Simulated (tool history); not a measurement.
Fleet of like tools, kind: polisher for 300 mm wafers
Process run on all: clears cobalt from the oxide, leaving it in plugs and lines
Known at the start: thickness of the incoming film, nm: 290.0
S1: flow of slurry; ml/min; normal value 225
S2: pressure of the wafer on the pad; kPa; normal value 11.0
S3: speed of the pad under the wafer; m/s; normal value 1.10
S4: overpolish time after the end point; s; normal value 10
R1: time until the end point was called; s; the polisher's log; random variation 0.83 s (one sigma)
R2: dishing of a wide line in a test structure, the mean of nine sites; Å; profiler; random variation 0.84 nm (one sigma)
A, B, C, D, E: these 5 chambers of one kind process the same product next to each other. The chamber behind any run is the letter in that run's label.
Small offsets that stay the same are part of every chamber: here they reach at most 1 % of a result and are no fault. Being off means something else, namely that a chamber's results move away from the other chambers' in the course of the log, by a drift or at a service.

Run 1E, day 0.238: usual settings. Result: R1 60.169 s, R2 358.26 Å.
Run 2A, day 0.525: usual settings. Result: R1 61.192 s, R2 344.40 Å.
At day 0.546: chamber B: worn pad replaced by a new one.
At day 0.558: chamber E: worn pad replaced by a new one.
Run 3B, day 0.792: usual settings. Result: R1 60.125 s, R2 361.46 Å.
Run 4D, day 0.962: usual settings. Result: R1 61.031 s, R2 345.75 Å.
Run 5C, day 1.125: usual settings but S1 195 ml/min. Result: R1 62.440 s, R2 348.12 Å.
Run 6B, day 1.433: usual settings but S1 195 ml/min. Result: R1 62.999 s, R2 347.70 Å.
Run 7E, day 1.717: usual settings but S1 195 ml/min. Result: R1 62.104 s, R2 347.78 Å.
Run 8C, day 1.871: usual settings but S1 195 ml/min. Result: R1 63.473 s, R2 353.19 Å.
At day 1.971: chamber A: worn pad replaced by a new one.
Run 9D, day 2.058: usual settings but S1 195 ml/min. Result: R1 62.236 s, R2 345.39 Å.
Run 10A, day 2.375: usual settings. Result: R1 60.616 s, R2 358.59 Å.
Run 11A, day 2.571: usual settings. Result: R1 60.846 s, R2 348.76 Å.
Run 12B, day 2.829: usual settings. Result: R1 62.377 s, R2 354.22 Å.
Run 13C, day 3.054: usual settings. Result: R1 61.017 s, R2 358.69 Å.
At day 3.158: chamber C: worn pad replaced by a new one.
At day 3.329: chamber B: worn pad replaced by a new one.
Run 14E, day 3.333: usual settings but S2 9.7 kPa, S3 1.44 m/s. Result: R1 52.941 s, R2 375.62 Å.
At day 3.433: chamber E: worn pad replaced by a new one.
Run 15D, day 3.508: usual settings but S2 9.7 kPa, S3 1.44 m/s. Result: R1 52.987 s, R2 382.16 Å.
Run 16B, day 3.746: usual settings but S2 9.7 kPa, S3 1.44 m/s. Result: R1 54.162 s, R2 383.63 Å.
Run 17D, day 3.908: usual settings but S2 9.7 kPa, S3 1.44 m/s. Result: R1 51.954 s, R2 398.55 Å.
Run 18C, day 4.071: usual settings but S2 9.7 kPa, S3 1.44 m/s. Result: R1 53.402 s, R2 401.68 Å.
Run 19A, day 4.321: usual settings. Result: R1 61.843 s, R2 337.61 Å.
At day 4.333: chamber B: slurry nozzle cleaned.
Run 20E, day 4.600: usual settings. Result: R1 60.697 s, R2 357.50 Å.
At day 4.717: chamber D: worn pad replaced by a new one.
Run 21B, day 4.750: usual settings. Result: R1 61.959 s, R2 342.28 Å.
Run 22A, day 4.896: usual settings. Result: R1 62.250 s, R2 357.53 Å.
Run 23D, day 5.212: usual settings. Result: R1 61.385 s, R2 363.32 Å.
At day 5.262: chamber A: worn pad replaced by a new one.
Run 24E, day 5.467: usual settings. Result: R1 63.404 s, R2 373.19 Å.
Run 25C, day 5.717: usual settings but S2 13.1 kPa, S4 15 s. Result: R1 52.862 s, R2 510.65 Å.
At day 5.762: chamber C: worn pad replaced by a new one.
Run 26A, day 5.971: usual settings but S2 13.1 kPa, S4 15 s. Result: R1 50.517 s, R2 517.52 Å.
At day 5.988: chamber B: worn pad replaced by a new one.
Run 27E, day 6.262: usual settings but S2 13.1 kPa, S4 15 s. Result: R1 50.706 s, R2 522.27 Å.
Run 28B, day 6.567: usual settings but S2 13.1 kPa, S4 15 s. Result: R1 50.827 s, R2 537.33 Å.
At day 6.758: chamber E: worn pad replaced by a new one.
Run 29C, day 6.871: usual settings but S2 13.1 kPa, S4 15 s. Result: R1 51.498 s, R2 517.88 Å.
Run 30D, day 7.067: usual settings. Result: R1 61.084 s, R2 355.49 Å.
At day 7.162: chamber A: head pressure recalibrated.
Run 31A, day 7.233: usual settings. Result: R1 60.995 s, R2 359.04 Å.
Run 32C, day 7.504: usual settings. Result: R1 61.635 s, R2 351.98 Å.
Run 33E, day 7.725: usual settings. Result: R1 60.038 s, R2 356.54 Å.

Has any chamber moved away from the others, gradually or after a service, or does the common gauge drift, or do the chambers differ only by their own small steady offsets? State the chamber and the most likely cause if one applies.

All chambers stay in line apart from their small fixed offsets, and the gauge does not drift.
